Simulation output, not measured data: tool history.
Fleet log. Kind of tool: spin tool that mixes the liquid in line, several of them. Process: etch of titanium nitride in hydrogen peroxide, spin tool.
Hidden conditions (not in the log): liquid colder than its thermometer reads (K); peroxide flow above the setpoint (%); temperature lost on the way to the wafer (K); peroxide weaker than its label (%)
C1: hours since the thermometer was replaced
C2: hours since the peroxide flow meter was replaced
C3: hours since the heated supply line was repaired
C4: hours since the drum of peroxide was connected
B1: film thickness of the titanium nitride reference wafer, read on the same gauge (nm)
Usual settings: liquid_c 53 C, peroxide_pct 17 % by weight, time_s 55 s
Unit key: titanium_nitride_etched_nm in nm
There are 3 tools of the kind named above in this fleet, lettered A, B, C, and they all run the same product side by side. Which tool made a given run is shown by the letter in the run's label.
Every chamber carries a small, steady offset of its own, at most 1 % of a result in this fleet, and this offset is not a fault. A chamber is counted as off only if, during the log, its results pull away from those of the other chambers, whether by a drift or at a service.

run 1C hour=2.8 | liquid_c=53 peroxide_pct=17 time_s=55 | C1=319.9 C2=359.5 C3=2288 C4=226.8 | B1=89.934 | titanium_nitride_etched_nm=5.4587
run 2A hour=7.4 | liquid_c=53 peroxide_pct=17 time_s=55 | C1=776.8 C2=1575.6 C3=1106.2 C4=871.7 | B1=90.032 | titanium_nitride_etched_nm=5.4708
run 3B hour=13.3 | liquid_c=53 peroxide_pct=17 time_s=55 | C1=1305.4 C2=38.7 C3=332 C4=969.8 | B1=89.984 | titanium_nitride_etched_nm=5.4802
run 4A hour=19.6 | liquid_c=53 peroxide_pct=17 time_s=55 | C1=789 C2=1587.8 C3=1118.4 C4=883.9 | B1=89.958 | titanium_nitride_etched_nm=5.4859
run 5B hour=22.4 | liquid_c=53 peroxide_pct=17 time_s=55 | C1=1314.5 C2=47.8 C3=341.1 C4=978.9 | B1=89.937 | titanium_nitride_etched_nm=5.4924
run 6C hour=28.4 | liquid_c=53 peroxide_pct=17 time_s=55 | C1=345.5 C2=385.1 C3=2313.6 C4=252.4 | B1=90.006 | titanium_nitride_etched_nm=5.5277
run 7A hour=32.5 | liquid_c=53 peroxide_pct=17 time_s=55 | C1=801.9 C2=1600.7 C3=1131.3 C4=896.8 | B1=90.007 | titanium_nitride_etched_nm=5.5125
run 8C hour=38.2 | liquid_c=53 peroxide_pct=17 time_s=55 | C1=355.3 C2=394.9 C3=2323.4 C4=262.2 | B1=90.016 | titanium_nitride_etched_nm=5.5095
run 9B hour=43.5 | liquid_c=53 peroxide_pct=17 time_s=55 | C1=1335.6 C2=68.9 C3=362.2 C4=1000 | B1=90.07 | titanium_nitride_etched_nm=5.4562
run 10C hour=47.6 | liquid_c=53 peroxide_pct=15 time_s=55 | C1=364.7 C2=404.3 C3=2332.8 C4=271.6 | B1=90.009 | titanium_nitride_etched_nm=5.3203
run 11A hour=53.3 | liquid_c=53 peroxide_pct=15 time_s=55 | C1=822.7 C2=1621.5 C3=1152.1 C4=917.6 | B1=90.021 | titanium_nitride_etched_nm=5.3234
run 12B hour=58 | liquid_c=53 peroxide_pct=15 time_s=55 | C1=1350.1 C2=83.4 C3=376.7 C4=1014.5 | B1=90.03 | titanium_nitride_etched_nm=5.3897
run 13B hour=64.2 | liquid_c=53 peroxide_pct=17 time_s=55 | C1=1356.3 C2=89.6 C3=382.9 C4=1020.7 | B1=89.967 | titanium_nitride_etched_nm=5.4794
run 14C hour=69.6 | liquid_c=53 peroxide_pct=22 time_s=40 | C1=386.7 C2=426.3 C3=2354.8 C4=293.6 | B1=89.974 | titanium_nitride_etched_nm=4.2625
run 15A hour=74.2 | liquid_c=53 peroxide_pct=22 time_s=40 | C1=843.6 C2=1642.4 C3=1173 C4=938.5 | B1=89.996 | titanium_nitride_etched_nm=4.1966
-- hour=76.1 chamber C: heated supply line repaired
run 16A hour=79 | liquid_c=53 peroxide_pct=22 time_s=40 | C1=848.4 C2=1647.2 C3=1177.8 C4=943.3 | B1=89.975 | titanium_nitride_etched_nm=4.1946
run 17C hour=82.3 | liquid_c=53 peroxide_pct=17 time_s=55 | C1=399.4 C2=439 C3=6.2 C4=306.3 | B1=90.062 | titanium_nitride_etched_nm=5.4931
run 18B hour=85.6 | liquid_c=53 peroxide_pct=17 time_s=55 | C1=1377.7 C2=111 C3=404.3 C4=1042.1 | B1=89.959 | titanium_nitride_etched_nm=5.4401
run 19B hour=89.5 | liquid_c=53 peroxide_pct=17 time_s=55 | C1=1381.6 C2=114.9 C3=408.2 C4=1046 | B1=90.029 | titanium_nitride_etched_nm=5.4548
run 20C hour=94 | liquid_c=53 peroxide_pct=17 time_s=55 | C1=411.1 C2=450.7 C3=17.9 C4=318 | B1=89.985 | titanium_nitride_etched_nm=5.4957
run 21A hour=98.1 | liquid_c=53 peroxide_pct=17 time_s=55 | C1=867.5 C2=1666.3 C3=1196.9 C4=962.4 | B1=89.978 | titanium_nitride_etched_nm=5.4425
run 22B hour=102.6 | liquid_c=53 peroxide_pct=17 time_s=55 | C1=1394.7 C2=128 C3=421.3 C4=1059.1 | B1=89.968 | titanium_nitride_etched_nm=5.4221
run 23C hour=108.8 | liquid_c=53 peroxide_pct=17 time_s=55 | C1=425.9 C2=465.5 C3=32.7 C4=332.8 | B1=90.031 | titanium_nitride_etched_nm=5.4746
run 24A hour=113.6 | liquid_c=60 peroxide_pct=17 time_s=55 | C1=883 C2=1681.8 C3=1212.4 C4=977.9 | B1=90.02 | titanium_nitride_etched_nm=9.002
run 25C hour=119.4 | liquid_c=60 peroxide_pct=17 time_s=55 | C1=436.5 C2=476.1 C3=43.3 C4=343.4 | B1=89.992 | titanium_nitride_etched_nm=8.9745
run 26B hour=123.5 | liquid_c=60 peroxide_pct=17 time_s=55 | C1=1415.6 C2=148.9 C3=442.2 C4=1080 | B1=90.015 | titanium_nitride_etched_nm=8.7702
run 27A hour=126.8 | liquid_c=53 peroxide_pct=17 time_s=55 | C1=896.2 C2=1695 C3=1225.6 C4=991.1 | B1=89.983 | titanium_nitride_etched_nm=5.4678
run 28A hour=129.7 | liquid_c=53 peroxide_pct=17 time_s=55 | C1=899.1 C2=1697.9 C3=1228.5 C4=994 | B1=90.048 | titanium_nitride_etched_nm=5.473
-- hour=132.5 chamber B: new drum of peroxide connected
run 29C hour=133.8 | liquid_c=48 peroxide_pct=17 time_s=55 | C1=450.9 C2=490.5 C3=57.7 C4=357.8 | B1=90.035 | titanium_nitride_etched_nm=3.8743
run 30B hour=137.2 | liquid_c=48 peroxide_pct=17 time_s=55 | C1=1429.3 C2=162.6 C3=455.9 C4=4.7 | B1=90.003 | titanium_nitride_etched_nm=3.724
run 31B hour=143.4 | liquid_c=48 peroxide_pct=17 time_s=55 | C1=1435.5 C2=168.8 C3=462.1 C4=10.9 | B1=90.028 | titanium_nitride_etched_nm=3.7445
run 32A hour=148.2 | liquid_c=53 peroxide_pct=17 time_s=55 | C1=917.6 C2=1716.4 C3=1247 C4=1012.5 | B1=90.042 | titanium_nitride_etched_nm=5.4919
run 33C hour=154.4 | liquid_c=53 peroxide_pct=17 time_s=55 | C1=471.5 C2=511.1 C3=78.3 C4=378.4 | B1=89.986 | titanium_nitride_etched_nm=5.447
run 34B hour=158.2 | liquid_c=53 peroxide_pct=17 time_s=55 | C1=1450.3 C2=183.6 C3=476.9 C4=25.7 | B1=90 | titanium_nitride_etched_nm=5.3368
run 35A hour=163.2 | liquid_c=53 peroxide_pct=15.5 time_s=80 | C1=932.6 C2=1731.4 C3=1262 C4=1027.5 | B1=90.02 | titanium_nitride_etched_nm=7.8102
run 36C hour=168 | liquid_c=53 peroxide_pct=15.5 time_s=80 | C1=485.1 C2=524.7 C3=91.9 C4=392 | B1=89.96 | titanium_nitride_etched_nm=7.8323
run 37A hour=171.9 | liquid_c=53 peroxide_pct=15.5 time_s=80 | C1=941.3 C2=1740.1 C3=1270.7 C4=1036.2 | B1=90.009 | titanium_nitride_etched_nm=7.8903
run 38B hour=177.4 | liquid_c=53 peroxide_pct=17 time_s=55 | C1=1469.5 C2=202.8 C3=496.1 C4=44.9 | B1=90.07 | titanium_nitride_etched_nm=5.251
run 39C hour=183.5 | liquid_c=53 peroxide_pct=17 time_s=55 | C1=500.6 C2=540.2 C3=107.4 C4=407.5 | B1=89.959 | titanium_nitride_etched_nm=5.461
run 40B hour=187.4 | liquid_c=53 peroxide_pct=17 time_s=55 | C1=1479.5 C2=212.8 C3=506.1 C4=54.9 | B1=89.989 | titanium_nitride_etched_nm=5.2766
run 41C hour=193.7 | liquid_c=53 peroxide_pct=17 time_s=55 | C1=510.8 C2=550.4 C3=117.6 C4=417.7 | B1=90.047 | titanium_nitride_etched_nm=5.4874
run 42A hour=198 | liquid_c=59.5 peroxide_pct=13 time_s=55 | C1=967.4 C2=1766.2 C3=1296.8 C4=1062.3 | B1=89.97 | titanium_nitride_etched_nm=8.2399
run 43C hour=201.1 | liquid_c=59.5 peroxide_pct=13 time_s=55 | C1=518.2 C2=557.8 C3=125 C4=425.1 | B1=89.941 | titanium_nitride_etched_nm=8.1783

All chambers now run identical settings, listed one chamber a line with results as question marks. What results will each chamber show?
run 44A hour=205.7 | liquid_c=53 peroxide_pct=14.5 time_s=55 | titanium_nitride_etched_nm=?
run 44B hour=205.7 | liquid_c=53 peroxide_pct=14.5 time_s=55 | titanium_nitride_etched_nm=?
run 44C hour=205.7 | liquid_c=53 peroxide_pct=14.5 time_s=55 | titanium_nitride_etched_nm=?

run=44A titanium_nitride_etched_nm=5.3336
run=44B titanium_nitride_etched_nm=5.0336
run=44C titanium_nitride_etched_nm=5.3048
